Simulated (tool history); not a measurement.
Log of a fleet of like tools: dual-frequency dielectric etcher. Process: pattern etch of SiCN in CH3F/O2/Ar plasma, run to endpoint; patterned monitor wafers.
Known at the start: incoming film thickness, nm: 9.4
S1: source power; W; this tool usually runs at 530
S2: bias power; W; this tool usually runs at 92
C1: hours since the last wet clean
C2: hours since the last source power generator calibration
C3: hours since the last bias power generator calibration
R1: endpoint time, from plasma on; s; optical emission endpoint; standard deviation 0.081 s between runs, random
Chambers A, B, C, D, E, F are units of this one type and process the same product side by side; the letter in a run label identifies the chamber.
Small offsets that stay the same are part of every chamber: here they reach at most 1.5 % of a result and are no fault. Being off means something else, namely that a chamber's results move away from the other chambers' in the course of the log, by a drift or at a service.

run 1D hour=13.4 | S1=530 S2=92 | C1=299.9 C2=385.2 C3=2064.5 | R1=20.713
run 2B hour=28.7 | S1=530 S2=92 | C1=81.2 C2=2502.6 C3=2020.3 | R1=20.46
run 3C hour=39 | S1=530 S2=92 | C1=259.6 C2=3825.2 C3=1224.5 | R1=20.492
run 4E hour=54.5 | S1=530 S2=92 | C1=330.3 C2=1606.8 C3=1544.4 | R1=20.732
run 5F hour=63.4 | S1=530 S2=92 | C1=87.4 C2=1467.7 C3=198.8 | R1=20.272
run 6A hour=74.8 | S1=450 S2=112 | C1=99.1 C2=782.7 C3=155.7 | R1=20.18
run 7B hour=89.3 | S1=450 S2=112 | C1=141.8 C2=2563.2 C3=2080.9 | R1=20.133
run 8C hour=102.9 | S1=450 S2=112 | C1=323.5 C2=3889.1 C3=1288.4 | R1=20.285
-- hour=112.5 chamber B: source power generator calibrated
run 9A hour=117.8 | S1=450 S2=112 | C1=142.1 C2=825.7 C3=198.7 | R1=20.356
-- hour=125.1 chamber D: wet clean of the chamber
run 10F hour=131.9 | S1=450 S2=112 | C1=155.9 C2=1536.2 C3=267.3 | R1=20.169
run 11E hour=143.1 | S1=450 S2=112 | C1=418.9 C2=1695.4 C3=1633 | R1=20.34
run 12D hour=155.3 | S1=530 S2=92 | C1=30.2 C2=527.1 C3=2206.4 | R1=20.662
run 13E hour=165.1 | S1=530 S2=92 | C1=440.9 C2=1717.4 C3=1655 | R1=20.71
run 14C hour=179.1 | S1=530 S2=92 | C1=399.7 C2=3965.3 C3=1364.6 | R1=20.633
-- hour=181.1 chamber C: wet clean of the chamber
run 15B hour=187.1 | S1=530 S2=92 | C1=239.6 C2=74.6 C3=2178.7 | R1=20.172
-- hour=200.7 chamber F: source power generator calibrated
run 16D hour=200.8 | S1=530 S2=92 | C1=75.7 C2=572.6 C3=2251.9 | R1=20.789
run 17A hour=212.8 | S1=530 S2=92 | C1=237.1 C2=920.7 C3=293.7 | R1=20.521
run 18F hour=222.5 | S1=530 S2=92 | C1=246.5 C2=21.8 C3=357.9 | R1=20.331
run 19A hour=230.7 | S1=530 S2=92 | C1=255 C2=938.6 C3=311.6 | R1=20.717
-- hour=239.1 chamber C: source power generator calibrated
run 20F hour=239.6 | S1=530 S2=92 | C1=263.6 C2=38.9 C3=375 | R1=20.32
run 21C hour=247 | S1=530 S2=92 | C1=65.9 C2=8 C3=1432.5 | R1=21.128
-- hour=248.7 chamber E: wet clean of the chamber
run 22D hour=257.8 | S1=530 S2=92 | C1=132.7 C2=629.6 C3=2308.9 | R1=20.793
run 23E hour=270.4 | S1=530 S2=92 | C1=21.7 C2=1822.7 C3=1760.3 | R1=20.576
-- hour=271.3 chamber B: wet clean of the chamber
run 24B hour=281.3 | S1=530 S2=92 | C1=10.1 C2=168.8 C3=2272.9 | R1=20.296
run 25C hour=289.3 | S1=530 S2=92 | C1=108.2 C2=50.3 C3=1474.8 | R1=21.005
-- hour=298 chamber A: wet clean of the chamber
run 26D hour=299.1 | S1=410 S2=106 | C1=174 C2=670.9 C3=2350.2 | R1=21.524
run 27A hour=310.9 | S1=410 S2=106 | C1=12.9 C2=1018.8 C3=391.8 | R1=21.408
run 28F hour=320.7 | S1=410 S2=106 | C1=344.7 C2=120 C3=456.1 | R1=21.18
run 29B hour=335 | S1=410 S2=106 | C1=63.8 C2=222.5 C3=2326.6 | R1=21.202
run 30E hour=343.5 | S1=410 S2=106 | C1=94.8 C2=1895.8 C3=1833.4 | R1=21.7
run 31B hour=356 | S1=410 S2=106 | C1=84.8 C2=243.5 C3=2347.6 | R1=21.206
run 32D hour=371.4 | S1=530 S2=92 | C1=246.3 C2=743.2 C3=2422.5 | R1=20.724
run 33F hour=386.1 | S1=640 S2=82 | C1=410.1 C2=185.4 C3=521.5 | R1=19.913
run 34C hour=398.8 | S1=640 S2=82 | C1=217.7 C2=159.8 C3=1584.3 | R1=20.537
run 35E hour=413.6 | S1=640 S2=82 | C1=164.9 C2=1965.9 C3=1903.5 | R1=19.896
run 36A hour=424 | S1=640 S2=82 | C1=126 C2=1131.9 C3=504.9 | R1=20.029
run 37A hour=430.9 | S1=640 S2=82 | C1=132.9 C2=1138.8 C3=511.8 | R1=20.029
run 38E hour=441.6 | S1=640 S2=82 | C1=192.9 C2=1993.9 C3=1931.5 | R1=20.072
run 39D hour=451.1 | S1=530 S2=92 | C1=326 C2=822.9 C3=2502.2 | R1=20.626
run 40C hour=459.5 | S1=530 S2=92 | C1=278.4 C2=220.5 C3=1645 | R1=21.104
run 41F hour=473.8 | S1=530 S2=92 | C1=497.8 C2=273.1 C3=609.2 | R1=20.567
run 42B hour=483.9 | S1=530 S2=92 | C1=212.7 C2=371.4 C3=2475.5 | R1=20.407
run 43B hour=498.9 | S1=530 S2=92 | C1=227.7 C2=386.4 C3=2490.5 | R1=20.333

Is one chamber out of step, is the gauge drifting, or do the chambers differ by no more than their own small offsets? For an off chamber, give its letter and the likeliest cause.

Chamber C has stood off from the others ever since a service on it.
What lies behind it: etch rate under this chamber's usual, % = 2.32.
The log may not tell that from: source power that arrives under what is set, %.

Chamber C could run next with any of the 4 candidate recipes listed below; each alters the usual settings, and their results appear as question marks. Which one brings its results back in line with what the other chambers deliver on the usual settings?
Allowed miss from the other chambers' usual-settings mean, per result, to count as in line: R1 0.28 s
run 44C-1 hour=510.1 | S1=570 S2=99 | R1=?
run 44C-2 hour=510.1 | S1=460 S2=92 | R1=?
run 44C-3 hour=510.1 | S1=550 S2=96 | R1=?
run 44C-4 hour=510.1 | S1=530 S2=85 | R1=?

Mean of the other chambers on the usual settings: R1 20.552 s
run=44C-1 R1=20.007
run=44C-2 R1=22.238
run=44C-3 R1=20.504
run=44C-4 R1=21.737
The right change is 44C-3: it brings the chamber back within the allowed miss of the others.

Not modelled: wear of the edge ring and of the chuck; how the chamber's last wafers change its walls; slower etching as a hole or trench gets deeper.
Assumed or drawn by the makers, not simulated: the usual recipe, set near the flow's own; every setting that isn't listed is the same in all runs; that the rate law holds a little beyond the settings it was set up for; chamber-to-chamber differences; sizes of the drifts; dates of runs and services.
